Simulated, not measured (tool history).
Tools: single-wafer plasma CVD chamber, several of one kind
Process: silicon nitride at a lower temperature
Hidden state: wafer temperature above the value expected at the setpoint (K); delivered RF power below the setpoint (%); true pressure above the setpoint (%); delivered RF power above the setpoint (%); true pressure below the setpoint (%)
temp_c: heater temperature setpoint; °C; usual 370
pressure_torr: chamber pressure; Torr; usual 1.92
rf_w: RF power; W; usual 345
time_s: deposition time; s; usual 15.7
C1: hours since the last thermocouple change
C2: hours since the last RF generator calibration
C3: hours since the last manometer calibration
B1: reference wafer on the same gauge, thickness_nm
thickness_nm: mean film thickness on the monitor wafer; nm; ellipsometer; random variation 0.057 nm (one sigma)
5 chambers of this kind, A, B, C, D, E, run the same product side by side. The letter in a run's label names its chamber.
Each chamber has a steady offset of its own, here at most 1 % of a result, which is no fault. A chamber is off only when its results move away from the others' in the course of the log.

Run 1E, hour 7.2: usual settings; C1 1669.3; C2 1529.4; C3 1872; B1 20.311. Result: thickness_nm 20.964 nm.
Run 2A, hour 15.6: usual settings; C1 1477.7; C2 677.2; C3 971.6; B1 20.318. Result: thickness_nm 21.166 nm.
Run 3B, hour 24.7: usual settings; C1 1356.6; C2 494.3; C3 1585.5; B1 20.302. Result: thickness_nm 21.04 nm.
Run 4D, hour 32.6: usual settings; C1 431.5; C2 1623.6; C3 637.1; B1 20.3. Result: thickness_nm 21.252 nm.
Run 5C, hour 42.1: usual settings; C1 1052.5; C2 496.4; C3 1326.6; B1 20.299. Result: thickness_nm 21.154 nm.
Run 6D, hour 48.9: usual settings; C1 447.8; C2 1639.9; C3 653.4; B1 20.293. Result: thickness_nm 21.375 nm.
Run 7E, hour 58.3: usual settings; C1 1720.4; C2 1580.5; C3 1923.1; B1 20.304. Result: thickness_nm 20.882 nm.
Run 8A, hour 64.1: usual settings; C1 1526.2; C2 725.7; C3 1020.1; B1 20.299. Result: thickness_nm 21.266 nm.
At hour 65: chamber C: thermocouple changed; heater temperature recalibrated.
Run 9B, hour 70.9: usual settings; C1 1402.8; C2 540.5; C3 1631.7; B1 20.3. Result: thickness_nm 21.098 nm.
Run 10C, hour 76.2: usual settings; C1 11.2; C2 530.5; C3 1360.7; B1 20.279. Result: thickness_nm 21.3 nm.
Run 11B, hour 82.8: usual settings; C1 1414.7; C2 552.4; C3 1643.6; B1 20.289. Result: thickness_nm 20.881 nm.
Run 12D, hour 91.9: usual settings; C1 490.8; C2 1682.9; C3 696.4; B1 20.295. Result: thickness_nm 21.364 nm.
Run 13C, hour 102.4: usual settings but pressure_torr 1.73 Torr, rf_w 320 W; C1 37.4; C2 556.7; C3 1386.9; B1 20.299. Result: thickness_nm 19.644 nm.
Run 14E, hour 108.6: usual settings but pressure_torr 1.73 Torr, rf_w 320 W; C1 1770.7; C2 1630.8; C3 1973.4; B1 20.303. Result: thickness_nm 19.386 nm.
Run 15A, hour 115.3: usual settings but pressure_torr 1.73 Torr, rf_w 320 W; C1 1577.4; C2 776.9; C3 1071.3; B1 20.313. Result: thickness_nm 19.524 nm.
Run 16D, hour 123.9: usual settings but pressure_torr 1.73 Torr, rf_w 320 W; C1 522.8; C2 1714.9; C3 728.4; B1 20.294. Result: thickness_nm 19.657 nm.
At hour 128.3: chamber E: RF generator calibrated.
Run 17C, hour 132: usual settings but pressure_torr 1.73 Torr, rf_w 320 W; C1 67; C2 586.3; C3 1416.5; B1 20.302. Result: thickness_nm 19.592 nm.
Run 18E, hour 143.8: usual settings; C1 1805.9; C2 15.6; C3 2008.6; B1 20.289. Result: thickness_nm 20.976 nm.
Run 19A, hour 149.1: usual settings; C1 1611.2; C2 810.7; C3 1105.1; B1 20.289. Result: thickness_nm 21.105 nm.
Run 20B, hour 157.9: usual settings; C1 1489.8; C2 627.5; C3 1718.7; B1 20.288. Result: thickness_nm 20.788 nm.
Run 21B, hour 165.7: usual settings but pressure_torr 1.47 Torr; C1 1497.6; C2 635.3; C3 1726.5; B1 20.304. Result: thickness_nm 19.326 nm.
Run 22E, hour 173.2: usual settings but pressure_torr 1.47 Torr; C1 1835.3; C2 45; C3 2038; B1 20.292. Result: thickness_nm 19.452 nm.
Run 23D, hour 181.1: usual settings but pressure_torr 1.47 Torr; C1 580; C2 1772.1; C3 785.6; B1 20.295. Result: thickness_nm 19.771 nm.
Run 24A, hour 190.7: usual settings but pressure_torr 1.47 Torr; C1 1652.8; C2 852.3; C3 1146.7; B1 20.285. Result: thickness_nm 19.546 nm.
Run 25C, hour 197.7: usual settings but pressure_torr 1.47 Torr; C1 132.7; C2 652; C3 1482.2; B1 20.301. Result: thickness_nm 19.622 nm.
Run 26D, hour 207.2: usual settings; C1 606.1; C2 1798.2; C3 811.7; B1 20.304. Result: thickness_nm 21.262 nm.
Run 27B, hour 213.7: usual settings; C1 1545.6; C2 683.3; C3 1774.5; B1 20.301. Result: thickness_nm 20.663 nm.
Run 28A, hour 221: usual settings but temp_c 383 °C, pressure_torr 1.56 Torr; C1 1683.1; C2 882.6; C3 1177; B1 20.308. Result: thickness_nm 19.805 nm.
Run 29E, hour 230.4: usual settings but temp_c 383 °C, pressure_torr 1.56 Torr; C1 1892.5; C2 102.2; C3 2095.2; B1 20.314. Result: thickness_nm 19.553 nm.
Run 30C, hour 235.5: usual settings but temp_c 383 °C, pressure_torr 1.56 Torr; C1 170.5; C2 689.8; C3 1520; B1 20.292. Result: thickness_nm 19.907 nm.
Run 31D, hour 241.1: usual settings but temp_c 383 °C, pressure_torr 1.56 Torr; C1 640; C2 1832.1; C3 845.6; B1 20.296. Result: thickness_nm 19.942 nm.
At hour 242.7: chamber A: RF generator calibrated.
Run 32A, hour 248.4: usual settings but temp_c 383 °C, pressure_torr 1.56 Torr; C1 1710.5; C2 5.8; C3 1204.4; B1 20.304. Result: thickness_nm 19.882 nm.

All 5 chambers run these settings next. Forecast each chamber's results:
Run 33A, hour 256.8: usual settings but pressure_torr 1.64 Torr. Result: thickness_nm ?.
Run 33B, hour 256.8: usual settings but pressure_torr 1.64 Torr. Result: thickness_nm ?.
Run 33C, hour 256.8: usual settings but pressure_torr 1.64 Torr. Result: thickness_nm ?.
Run 33D, hour 256.8: usual settings but pressure_torr 1.64 Torr. Result: thickness_nm ?.
Run 33E, hour 256.8: usual settings but pressure_torr 1.64 Torr. Result: thickness_nm ?.

run  thickness_nm
33A        20.248
33B         19.59
33C        20.328
33D        20.402
33E        20.134
